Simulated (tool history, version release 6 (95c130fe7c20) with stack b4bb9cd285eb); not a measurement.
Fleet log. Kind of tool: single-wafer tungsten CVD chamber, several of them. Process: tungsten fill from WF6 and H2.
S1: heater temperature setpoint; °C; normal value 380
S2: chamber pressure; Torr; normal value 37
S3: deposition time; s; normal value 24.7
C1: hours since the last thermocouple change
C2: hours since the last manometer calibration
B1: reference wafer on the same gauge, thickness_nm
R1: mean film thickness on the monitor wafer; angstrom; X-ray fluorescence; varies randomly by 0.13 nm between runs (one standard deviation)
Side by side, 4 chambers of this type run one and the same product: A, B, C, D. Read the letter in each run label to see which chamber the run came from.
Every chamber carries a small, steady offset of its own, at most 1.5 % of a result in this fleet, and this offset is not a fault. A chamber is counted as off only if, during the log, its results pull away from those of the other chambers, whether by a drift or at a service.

run,hour,S1,S2,S3,C1,C2,B1,R1
1C,4.5,380,37,24.7,869.5,1092.6,45.704,536.54
2B,10.7,380,37,24.7,1213.5,406,45.703,540.84
3D,17.2,380,37,24.7,1131.2,1445.3,45.683,537.44
4A,21.5,380,37,24.7,763.5,558.3,45.678,543.8
5C,25.6,380,37,24.7,890.6,1113.7,45.692,536.67
6A,31.3,380,37,24.7,773.3,568.1,45.706,546.47
7D,36.8,380,37,24.7,1150.8,1464.9,45.693,537.33
8B,40.3,387,37,21.3,1243.1,435.6,45.705,534.94
9C,46.8,387,37,21.3,911.8,1134.9,45.687,534.64
10B,53,387,37,21.3,1255.8,448.3,45.689,534.23
11D,60.1,387,37,21.3,1174.1,1488.2,45.694,533.69
12A,66.7,391,37,24.7,808.7,603.5,45.733,678.34
13D,71.4,391,37,24.7,1185.4,1499.5,45.693,666.19
14A,76.4,391,37,24.7,818.4,613.2,45.701,679.16
15B,81.2,391,37,24.7,1284,476.5,45.69,670.17
16C,86,380,37,24.7,951,1174.1,45.695,539.08
# hour 86.5: chamber B: thermocouple changed; heater temperature recalibrated
17C,92.8,380,37,26.2,957.8,1180.9,45.712,570.14
18D,100.5,380,37,26.2,1214.5,1528.6,45.667,569.26
19B,104.5,380,37,26.2,18.1,499.8,45.715,575.47
20A,111.1,380,37,26.2,853.1,647.9,45.69,578.24
21B,115.7,380,37,24.7,29.3,511,45.672,541.12
22D,120.2,380,37,24.7,1234.2,1548.3,45.707,536.14
23A,125.5,380,37,24.7,867.5,662.3,45.695,542.33
24C,133.2,385,37,20.2,998.2,1221.3,45.716,486.56
25C,138.3,385,37,20.2,1003.3,1226.4,45.717,486.7
26B,145.4,385,37,20.2,59,540.7,45.698,488.48
27A,151.7,385,37,20.2,893.7,688.5,45.704,491.94

Next, every chamber runs the same settings. What will each give?
28A,157.2,380,37,24.7,,,,?
28B,157.2,380,37,24.7,,,,?
28C,157.2,380,37,24.7,,,,?
28D,157.2,380,37,24.7,,,,?

run,R1
28A,543.81
28B,538.67
28C,536.26
28D,537.39

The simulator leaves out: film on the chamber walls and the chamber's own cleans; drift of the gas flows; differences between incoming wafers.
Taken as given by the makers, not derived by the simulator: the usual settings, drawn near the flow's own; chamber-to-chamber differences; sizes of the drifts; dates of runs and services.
